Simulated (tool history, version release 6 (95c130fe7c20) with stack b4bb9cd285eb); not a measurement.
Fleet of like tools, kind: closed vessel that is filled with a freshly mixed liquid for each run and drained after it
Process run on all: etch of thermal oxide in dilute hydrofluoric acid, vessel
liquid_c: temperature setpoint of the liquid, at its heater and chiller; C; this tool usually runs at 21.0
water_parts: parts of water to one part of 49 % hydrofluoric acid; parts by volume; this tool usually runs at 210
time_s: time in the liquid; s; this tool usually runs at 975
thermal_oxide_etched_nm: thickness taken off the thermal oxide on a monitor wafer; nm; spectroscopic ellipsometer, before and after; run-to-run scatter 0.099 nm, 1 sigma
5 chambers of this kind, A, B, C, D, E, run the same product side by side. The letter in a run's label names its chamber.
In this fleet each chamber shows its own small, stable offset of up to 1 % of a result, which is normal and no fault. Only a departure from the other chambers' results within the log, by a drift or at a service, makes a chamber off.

run,hour,liquid_c,water_parts,time_s,"read-back film thickness of the thermal oxide reference wafer, read on the same gauge (nm)",thermal_oxide_etched_nm
1C,16.0,21.0,210,975,120.07,16.839
# hour 31.0: chamber E: hydrofluoric acid flow meter replaced
2B,31.4,21.0,210,975,119.99,16.716
3D,39.2,21.0,210,975,120.03,16.877
4A,50.6,21.0,210,975,119.97,16.408
5E,61.8,21.0,210,975,119.99,16.569
6C,73.3,21.0,210,975,119.97,16.724
7A,83.2,21.0,210,975,120.02,16.594
8D,93.2,21.0,210,975,119.97,16.800
9B,105.7,21.0,210,975,120.02,16.668
10E,121.2,21.0,210,780,119.99,13.229
11A,129.5,21.0,210,780,120.03,13.307
12E,143.3,21.0,210,780,119.95,13.100
13D,159.3,21.0,210,780,119.99,13.526
14B,170.4,21.0,210,780,120.00,13.439
15C,180.3,21.0,210,975,120.02,16.596
16E,192.3,21.0,210,975,119.98,16.429
17C,206.4,21.0,210,975,120.02,16.380
18B,221.6,21.0,210,975,120.01,16.778
19D,233.5,21.0,210,975,120.02,16.948
20A,244.8,21.0,210,975,119.99,16.637
21D,257.3,21.0,210,975,119.97,16.847
22B,265.5,21.0,210,975,119.95,16.593
23E,278.9,19.0,210,975,120.03,15.209
24A,289.3,19.0,210,975,119.95,15.365
25C,300.4,19.0,210,975,119.99,15.032
26B,315.1,19.0,210,975,119.98,15.778
27C,330.0,19.0,210,975,119.99,15.021
28A,341.5,21.0,210,975,119.96,16.693
29D,356.6,21.0,210,975,119.98,17.046
30E,372.7,21.0,210,975,120.01,16.469
31E,386.0,19.5,210,975,119.97,15.557
32A,400.6,19.5,210,975,119.99,15.605
33C,412.6,19.5,210,975,120.03,14.953
# hour 422.6: chamber A: hydrofluoric acid flow meter replaced
34D,426.5,19.5,210,975,119.97,15.865
35B,442.0,19.5,210,975,120.04,15.720
36B,456.4,21.0,140,975,119.99,26.957
37A,469.3,21.0,140,975,119.97,26.533
# hour 479.0: chamber D: hydrofluoric acid flow meter replaced
38E,481.2,21.0,140,975,119.95,26.407
39C,490.0,21.0,140,975,119.97,25.617
40D,504.9,21.0,140,975,119.99,27.185
41C,512.2,21.0,210,975,120.05,15.692
42E,525.2,21.0,210,975,119.98,16.439
43D,535.0,21.0,210,975,119.98,16.934

Which is it: a chamber that has drifted or been left off by a service, a gauge drift common to all chambers, or only each chamber's usual small offset? If a chamber is off, name it and its likeliest cause.

Little by little, chamber C moves away from the other chambers.
Cause: hydrofluoric acid flow below the setpoint (%) = 6.05.
The log might look much the same if the cause were instead: liquid colder than its thermometer reads (K).

Which of the 4 candidates below, each the usual settings with something changed and its results left as question marks, puts chamber C back in line with what the other chambers give on the usual settings?
To be in line, a result may differ from the other chambers' mean on the usual settings by at most: thermal_oxide_etched_nm 0.350 nm
44C-1,546.8,23.0,210,975,,?
44C-2,546.8,21.0,215,975,,?
44C-3,546.8,22.0,210,975,,?
44C-4,546.8,21.0,215,945,,?

The mean the other chambers reach with the usual settings: thermal_oxide_etched_nm 16.710 nm
run,thermal_oxide_etched_nm
44C-1,16.822
44C-2,15.162
44C-3,16.206
44C-4,14.695
44C-1 puts the chamber back in line with the other chambers.
